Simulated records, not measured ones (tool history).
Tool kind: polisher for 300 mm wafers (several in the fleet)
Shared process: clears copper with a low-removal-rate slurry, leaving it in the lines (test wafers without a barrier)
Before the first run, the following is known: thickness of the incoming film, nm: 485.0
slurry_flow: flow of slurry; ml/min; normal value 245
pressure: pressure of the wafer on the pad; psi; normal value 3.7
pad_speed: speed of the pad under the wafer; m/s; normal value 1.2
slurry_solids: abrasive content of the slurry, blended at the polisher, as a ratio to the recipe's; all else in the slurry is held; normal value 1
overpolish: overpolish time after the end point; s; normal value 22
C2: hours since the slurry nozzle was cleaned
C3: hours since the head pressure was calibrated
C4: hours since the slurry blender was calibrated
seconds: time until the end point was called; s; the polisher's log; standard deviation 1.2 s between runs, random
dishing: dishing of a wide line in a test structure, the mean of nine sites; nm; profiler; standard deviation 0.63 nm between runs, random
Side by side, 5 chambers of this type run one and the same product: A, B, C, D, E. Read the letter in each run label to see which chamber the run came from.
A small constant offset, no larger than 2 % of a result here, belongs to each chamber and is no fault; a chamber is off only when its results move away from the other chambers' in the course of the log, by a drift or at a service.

Run 1B, hour 8.3: usual settings; wafers polished on this pad 538; C2 133.7; C3 697.4; C4 27.8. Result: seconds 126.730 s, dishing 34.457 nm.
Run 2E, hour 14.0: usual settings; wafers polished on this pad 794; C2 516.1; C3 841.8; C4 212.7. Result: seconds 124.890 s, dishing 33.739 nm.
At hour 16.2: chamber D: worn pad replaced by a new one.
Run 3C, hour 21.9: usual settings; wafers polished on this pad 826; C2 198.0; C3 667.9; C4 332.1. Result: seconds 127.540 s, dishing 35.148 nm.
At hour 26.6: chamber E: slurry blender recalibrated.
Run 4D, hour 27.7: usual settings; wafers polished on this pad 54; C2 64.3; C3 205.1; C4 201.9. Result: seconds 128.810 s, dishing 34.303 nm.
Run 5A, hour 34.3: usual settings; wafers polished on this pad 719; C2 58.2; C3 895.1; C4 250.4. Result: seconds 127.550 s, dishing 32.877 nm.
At hour 35.1: chamber E: worn pad replaced by a new one.
Run 6E, hour 40.1: usual settings; wafers polished on this pad 23; C2 542.2; C3 867.9; C4 13.5. Result: seconds 124.360 s, dishing 34.001 nm.
Run 7A, hour 50.6: usual settings; wafers polished on this pad 795; C2 74.5; C3 911.4; C4 266.7. Result: seconds 127.250 s, dishing 34.430 nm.
At hour 55.3: chamber B: worn pad replaced by a new one.
Run 8C, hour 59.3: usual settings; wafers polished on this pad 1002; C2 235.4; C3 705.3; C4 369.5. Result: seconds 124.910 s, dishing 34.288 nm.
At hour 60.6: chamber E: slurry nozzle cleaned.
At hour 63.3: chamber C: slurry blender recalibrated.
Run 9B, hour 67.5: usual settings; wafers polished on this pad 57; C2 192.9; C3 756.6; C4 87.0. Result: seconds 126.040 s, dishing 33.376 nm.
Run 10D, hour 74.2: usual settings; wafers polished on this pad 272; C2 110.8; C3 251.6; C4 248.4. Result: seconds 126.720 s, dishing 33.963 nm.
Run 11C, hour 81.7: usual settings; wafers polished on this pad 1107; C2 257.8; C3 727.7; C4 18.4. Result: seconds 123.930 s, dishing 32.971 nm.
Run 12B, hour 86.7: usual settings; wafers polished on this pad 147; C2 212.1; C3 775.8; C4 106.2. Result: seconds 125.660 s, dishing 33.967 nm.
Run 13E, hour 93.1: usual settings but slurry_flow 290 ml/min, pad_speed 1.6 m/s; wafers polished on this pad 272; C2 32.5; C3 920.9; C4 66.5. Result: seconds 94.349 s, dishing 38.435 nm.
At hour 93.9: chamber C: worn pad replaced by a new one.
At hour 102.1: chamber A: worn pad replaced by a new one.
Run 14D, hour 102.7: usual settings but slurry_flow 290 ml/min, pad_speed 1.6 m/s; wafers polished on this pad 406; C2 139.3; C3 280.1; C4 276.9. Result: seconds 95.445 s, dishing 37.731 nm.
Run 15A, hour 110.6: usual settings but slurry_flow 290 ml/min, pad_speed 1.6 m/s; wafers polished on this pad 40; C2 134.5; C3 971.4; C4 326.7. Result: seconds 92.100 s, dishing 38.150 nm.
Run 16C, hour 115.5: usual settings but slurry_flow 290 ml/min, pad_speed 1.6 m/s; wafers polished on this pad 101; C2 291.6; C3 761.5; C4 52.2. Result: seconds 91.852 s, dishing 37.594 nm.
At hour 121.9: chamber E: head pressure recalibrated.
Run 17E, hour 123.5: usual settings but slurry_flow 290 ml/min, pad_speed 1.6 m/s; wafers polished on this pad 415; C2 62.9; C3 1.7; C4 96.9. Result: seconds 85.876 s, dishing 39.285 nm.
At hour 129.1: chamber B: slurry blender recalibrated.
At hour 133.0: chamber B: slurry nozzle cleaned.
Run 18B, hour 133.1: usual settings; wafers polished on this pad 365; C2 0.2; C3 822.2; C4 4.0. Result: seconds 124.950 s, dishing 33.706 nm.
Run 19D, hour 143.6: usual settings; wafers polished on this pad 598; C2 180.2; C3 321.0; C4 317.8. Result: seconds 126.420 s, dishing 33.311 nm.
Run 20A, hour 150.5: usual settings; wafers polished on this pad 227; C2 174.4; C3 1011.3; C4 366.6. Result: seconds 126.820 s, dishing 34.611 nm.
Run 21A, hour 160.2: usual settings; wafers polished on this pad 273; C2 184.1; C3 1021.0; C4 376.3. Result: seconds 126.580 s, dishing 33.772 nm.
Run 22D, hour 168.6: usual settings; wafers polished on this pad 716; C2 205.2; C3 346.0; C4 342.8. Result: seconds 129.270 s, dishing 34.434 nm.
Run 23E, hour 174.4: usual settings; wafers polished on this pad 654; C2 113.8; C3 52.6; C4 147.8. Result: seconds 112.460 s, dishing 35.911 nm.
Run 24B, hour 180.5: usual settings; wafers polished on this pad 588; C2 47.6; C3 869.6; C4 51.4. Result: seconds 125.830 s, dishing 33.727 nm.
Run 25C, hour 187.9: usual settings; wafers polished on this pad 441; C2 364.0; C3 833.9; C4 124.6. Result: seconds 126.870 s, dishing 34.151 nm.
At hour 194.0: chamber D: slurry nozzle cleaned.
Run 26A, hour 197.9: usual settings; wafers polished on this pad 450; C2 221.8; C3 1058.7; C4 414.0. Result: seconds 128.040 s, dishing 34.934 nm.
Run 27B, hour 205.0: usual settings; wafers polished on this pad 703; C2 72.1; C3 894.1; C4 75.9. Result: seconds 125.250 s, dishing 34.031 nm.
Run 28E, hour 211.4: usual settings but overpolish 27 s; wafers polished on this pad 828; C2 150.8; C3 89.6; C4 184.8. Result: seconds 113.260 s, dishing 38.654 nm.
Run 29C, hour 221.3: usual settings but overpolish 27 s; wafers polished on this pad 598; C2 397.4; C3 867.3; C4 158.0. Result: seconds 125.140 s, dishing 37.267 nm.
Run 30D, hour 229.3: usual settings but overpolish 27 s; wafers polished on this pad 1001; C2 35.4; C3 406.7; C4 403.5. Result: seconds 127.360 s, dishing 36.999 nm.
Run 31C, hour 239.6: usual settings but overpolish 27 s; wafers polished on this pad 684; C2 415.7; C3 885.6; C4 176.3. Result: seconds 124.410 s, dishing 36.582 nm.

Is one chamber out of step, is the gauge drifting, or do the chambers differ by no more than their own small offsets? For an off chamber, give its letter and the likeliest cause.

A service left chamber E off against the others.
Most likely cause: head's pressure above its setpoint, % = 11.5.

Chamber E could run next with any of the 4 candidate recipes listed below; each alters the usual settings, and their results appear as question marks. Which one brings its results back in line with what the other chambers deliver on the usual settings?
In-line tolerance around the mean of the other chambers on the usual settings: seconds 4.200 s; dishing 2.200 nm
Run 32E-1, hour 247.1: usual settings but pressure 3.5 psi, pad_speed 1.14 m/s. Result: seconds ?, dishing ?.
Run 32E-2, hour 247.1: usual settings but pressure 3.8 psi, pad_speed 1.22 m/s. Result: seconds ?, dishing ?.
Run 32E-3, hour 247.1: usual settings but pressure 3.6 psi, pad_speed 1.18 m/s. Result: seconds ?, dishing ?.
Run 32E-4, hour 247.1: usual settings but pressure 3.9 psi, pad_speed 1.26 m/s. Result: seconds ?, dishing ?.

What the other chambers average on the usual settings: seconds 126.600 s; dishing 34.071 nm
  run  seconds  dishing
32E-1  125.900   34.671
32E-2  108.580   36.879
32E-3  118.360   35.600
32E-4  102.510   37.675
It is 32E-1 that realigns the chamber with its peers.
